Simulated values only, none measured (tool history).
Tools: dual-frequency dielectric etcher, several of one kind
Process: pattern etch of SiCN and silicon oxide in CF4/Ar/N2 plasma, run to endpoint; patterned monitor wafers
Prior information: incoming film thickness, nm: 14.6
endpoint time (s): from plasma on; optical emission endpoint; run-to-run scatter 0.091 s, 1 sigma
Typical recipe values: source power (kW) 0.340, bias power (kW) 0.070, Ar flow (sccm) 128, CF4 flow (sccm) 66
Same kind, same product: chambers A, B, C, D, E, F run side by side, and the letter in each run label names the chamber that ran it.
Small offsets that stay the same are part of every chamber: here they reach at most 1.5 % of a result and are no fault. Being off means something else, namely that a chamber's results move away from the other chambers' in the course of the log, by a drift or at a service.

run     day  source power (kW)  bias power (kW)  Ar flow (sccm)  CF4 flow (sccm)  endpoint time (s)
 1B   0.279              0.340            0.070             128               66             22.870
 2A   0.508              0.340            0.070             128               66             23.160
 3F   0.675              0.340            0.070             128               66             23.087
 4D   0.888              0.340            0.070             128               66             22.781
      0.988  -- chamber A: CF4 flow controller replaced
 5C   1.138              0.340            0.070             128               66             23.442
      1.158  -- chamber F: Ar flow controller replaced
      1.375  -- chamber E: bias power generator calibrated
 6E   1.379              0.340            0.061              99               66             23.076
      1.421  -- chamber D: wet clean of the chamber
 7D   1.638              0.340            0.061              99               66             23.270
 8A   1.962              0.340            0.061              99               66             23.366
 9E   2.238              0.340            0.061              99               66             22.983
10B   2.504              0.340            0.061              99               66             23.070
11C   2.821              0.340            0.061              99               66             23.578
12F   3.117              0.340            0.070             128               66             22.934
13A   3.342              0.340            0.070             128               66             23.017
14F   3.625              0.340            0.070             128               66             23.068
15E   3.792              0.340            0.070             128               66             22.543
16D   4.000              0.340            0.070             128               66             22.743
      4.117  -- chamber B: wet clean of the chamber
      4.146  -- chamber E: wet clean of the chamber
17C   4.262              0.270            0.070             113               66             27.917
18B   4.425              0.270            0.070             113               66             27.495
19A   4.629              0.270            0.070             113               66             27.750
      4.892  -- chamber A: source power generator calibrated
20D   4.942              0.270            0.070             113               66             27.301
21C   5.229              0.270            0.070             113               66             27.933
22B   5.404              0.270            0.070             113               66             27.793
      5.492  -- chamber A: wet clean of the chamber
23F   5.708              0.340            0.070             128               66             22.920
24E   6.050              0.340            0.070             128               66             22.534
25D   6.371              0.340            0.070             128               66             22.734
26F   6.596              0.340            0.070             128               66             22.997
27E   6.779              0.340            0.070             128               66             22.398
28C   7.125              0.340            0.070             128               66             23.139
29A   7.458              0.340            0.070             128               66             23.141
30B   7.717              0.340            0.070             128               66             22.945
31A   7.892              0.340            0.070             128               66             23.139
32B   8.046              0.340            0.070             128               66             22.842
33E   8.238              0.340            0.070             128               66             22.402
34C   8.567              0.340            0.070             128               66             23.341
35D   8.858              0.340            0.070             128               66             23.013
36F   9.008              0.340            0.070             128               66             22.955
37E   9.238              0.340            0.070             128               66             22.095
38F   9.546              0.340            0.070             128               66             22.977
39D   9.725              0.340            0.070             128               66             22.900
40C   9.904              0.340            0.070             128               66             23.410
41B  10.133              0.340            0.070             128               66             22.829
42A  10.329              0.340            0.070             128               66             23.142
43F  10.650              0.340            0.070             128               66             22.883
44C  10.858              0.340            0.070             128               66             23.307

Next, all 6 chambers run the settings below, one line each with question marks for the results. What does each chamber give?
45A  11.104              0.340            0.070             128               66                  ?
45B  11.104              0.340            0.070             128               66                  ?
45C  11.104              0.340            0.070             128               66                  ?
45D  11.104              0.340            0.070             128               66                  ?
45E  11.104              0.340            0.070             128               66                  ?
45F  11.104              0.340            0.070             128               66                  ?

run  endpoint time (s)
45A             23.152
45B             22.806
45C             23.233
45D             23.005
45E             21.883
45F             22.943
